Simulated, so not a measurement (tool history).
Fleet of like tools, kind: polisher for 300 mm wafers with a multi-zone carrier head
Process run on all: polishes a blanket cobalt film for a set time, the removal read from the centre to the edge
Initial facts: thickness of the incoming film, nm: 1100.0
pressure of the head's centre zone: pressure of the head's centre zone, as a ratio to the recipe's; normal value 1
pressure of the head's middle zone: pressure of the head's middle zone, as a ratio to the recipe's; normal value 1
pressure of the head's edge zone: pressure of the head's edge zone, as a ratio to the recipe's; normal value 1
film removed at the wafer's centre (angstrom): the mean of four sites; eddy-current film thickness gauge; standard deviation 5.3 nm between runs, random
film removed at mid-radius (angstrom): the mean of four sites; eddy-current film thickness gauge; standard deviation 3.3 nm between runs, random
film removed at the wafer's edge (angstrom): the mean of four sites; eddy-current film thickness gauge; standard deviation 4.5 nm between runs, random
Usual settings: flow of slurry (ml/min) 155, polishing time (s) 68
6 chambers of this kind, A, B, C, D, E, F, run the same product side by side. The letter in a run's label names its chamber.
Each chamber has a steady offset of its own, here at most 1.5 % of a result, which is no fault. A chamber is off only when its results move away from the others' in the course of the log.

run	day	flow of slurry (ml/min)	pressure of the head's centre zone	pressure of the head's middle zone	pressure of the head's edge zone	polishing time (s)	wafers polished on this pad	hours since the slurry nozzle was cleaned	hours since the centre zone pressure was calibrated	hours since the edge zone pressure was calibrated	film removed at the wafer's centre (angstrom)	film removed at mid-radius (angstrom)	film removed at the wafer's edge (angstrom)
1B	0.221	155	1	1	1	68	171	321.5	154.5	615.1	3583.7	3573.6	3590.2
2D	0.396	155	1	1	1	68	397	159.8	713.5	80.4	3603.4	3647.6	3601.6
3A	0.55	155	1	1	1	68	603	77.6	131.2	60.7	3668.8	3626.9	3525.2
4E	0.717	155	1	1	1	68	723	200	626.2	493	3525.3	3610.7	3675.3
# day 0.862: chamber A: worn pad replaced by a new one
5F	0.946	155	1	1	1	68	911	83.6	214.4	346.1	3702.7	3640.2	3655.3
# day 1.038: chamber F: worn pad replaced by a new one
6C	1.2	155	1	1	1	68	471	404.8	913.9	559.5	3667.7	3644	3628.5
7F	1.425	155	1	1	1	68	57	95.1	225.9	357.6	3631.2	3568.2	3604.5
8D	1.588	155	1	1	1	68	572	188.4	742.1	109	3661.5	3631.3	3577.8
9B	1.704	155	0.95	1	0.92	68	389	357.1	190.1	650.7	3317.1	3630.2	3471.4
10E	1.825	155	0.95	1	0.92	68	887	226.6	652.8	519.6	3336.2	3510.4	3537.2
11C	2.062	155	0.95	1	0.92	68	598	425.5	934.6	580.2	3278.8	3522.9	3423.5
# day 2.212: chamber C: slurry nozzle cleaned
12A	2.292	155	0.95	1	0.92	68	210	119.4	173	102.5	3476	3637.2	3530.9
13F	2.408	155	0.95	1	0.92	68	202	118.7	249.5	381.2	3338.9	3601.7	3533.9
# day 2.512: chamber B: edge zone pressure recalibrated
14E	2.642	155	0.95	1	0.92	68	1007	246.2	672.4	539.2	3369.3	3531.4	3401.1
15C	2.871	155	1	1	1	68	717	15.8	954	599.6	3602.8	3560.1	3705.6
16A	3.029	155	1	1	1	68	319	137.1	190.7	120.2	3660.1	3629.5	3576.7
17D	3.229	155	1	1	1	68	814	227.8	781.5	148.4	3660	3646	3559.3
# day 3.267: chamber E: slurry nozzle cleaned
# day 3.325: chamber C: worn pad replaced by a new one
18B	3.458	155	1	1	1	68	648	399.2	232.2	22.7	3605.1	3619.2	3602.5
19B	3.596	155	1	1	1	68	668	402.5	235.5	26	3534.1	3620.4	3640.1
20D	3.85	155	1	1	1	68	905	242.7	796.4	163.3	3495.7	3625	3675.4
21C	3.992	155	1	1	1	68	98	42.7	980.9	626.5	3539.5	3589.6	3618.7
22F	4.167	155	1	1	1	68	461	160.9	291.7	423.4	3570.3	3597.9	3613.4
23A	4.342	155	1	1	1	68	512	168.6	222.2	151.7	3570.4	3662.6	3538.6
24E	4.5	155	1.09	1	1	68	1281	29.7	717	583.8	3755.9	3370.6	3464.7
# day 4.571: chamber B: worn pad replaced by a new one
25E	4.625	155	1.09	1	1	68	1299	32.7	720	586.8	3723.8	3386.4	3519.5
26D	4.788	155	1.09	1	1	68	1043	265.2	818.9	185.8	3958.3	3690.9	3628.8
27F	4.988	155	1.09	1	1	68	581	180.6	311.4	443.1	3972.9	3566.3	3623.1
# day 5.129: chamber A: worn pad replaced by a new one
28C	5.175	155	1.09	1	1	68	272	71.1	1009.3	654.9	3944.2	3629.3	3556.7
29B	5.358	155	1.09	1	1	68	116	444.8	277.8	68.3	3998.8	3589.2	3578.3
30A	5.562	155	1	1	1	68	64	197.9	251.5	181	3565.3	3621.4	3531
31D	5.696	155	1	1	0.92	91	1177	287	840.7	207.6	4801.3	4851.6	4607.6
32F	5.954	155	1	1	0.92	91	724	203.8	334.6	466.3	4818.1	4775.7	4667
# day 6.125: chamber D: slurry nozzle cleaned
33A	6.2	155	1	1	0.92	91	158	213.2	266.8	196.3	4989.4	4848	4681.9
34C	6.342	155	1	1	0.92	91	444	99.1	1037.3	682.9	4736.8	4785.3	4604.9
35B	6.6	155	1	1	0.92	91	299	474.6	307.6	98.1	4937.3	4839.4	4595.4
36E	6.754	155	1	1	0.92	91	1613	83.8	771.1	637.9	4384.3	4307.7	4209.5
37E	6.992	155	1	1	1	68	1648	89.5	776.8	643.6	3158	3208.6	3353.6
38D	7.175	155	1	1	1	68	1395	25.2	876.2	243.1	3613.1	3607.1	3678.3

What goes on in this fleet: one chamber off, a drifting gauge, or nothing beyond the chambers' own small offsets? Name the chamber and the cause, if any.

Chamber E drifts away from the others.
Likeliest cause: removal rate lost through wear of the pad, % = 10.9.

Which of the 4 candidates below, each the usual settings with something changed and its results left as question marks, puts chamber E back in line with what the other chambers give on the usual settings?
A result is in line if it is within this distance of the other chambers' mean on the usual settings: film removed at the wafer's centre (angstrom) 190; film removed at mid-radius (angstrom) 120; film removed at the wafer's edge (angstrom) 160
39E-1	7.362	160	1.01	1.01	1	75					?	?	?
39E-2	7.362	150	0.99	0.98	1.01	57					?	?	?
39E-3	7.362	160	1.02	1.01	1	81					?	?	?
39E-4	7.362	150	0.99	0.99	1	61					?	?	?

Mean of the other chambers on the usual settings: film removed at the wafer's centre (angstrom) 3616.2; film removed at mid-radius (angstrom) 3611.7; film removed at the wafer's edge (angstrom) 3608
run	film removed at the wafer's centre (angstrom)	film removed at mid-radius (angstrom)	film removed at the wafer's edge (angstrom)
39E-1	3590.1	3574.7	3567.7
39E-2	2634.5	2612.1	2703.9
39E-3	3918.7	3860.4	3853.1
39E-4	2819.5	2821.5	2878
39E-1 brings the chamber back in line.

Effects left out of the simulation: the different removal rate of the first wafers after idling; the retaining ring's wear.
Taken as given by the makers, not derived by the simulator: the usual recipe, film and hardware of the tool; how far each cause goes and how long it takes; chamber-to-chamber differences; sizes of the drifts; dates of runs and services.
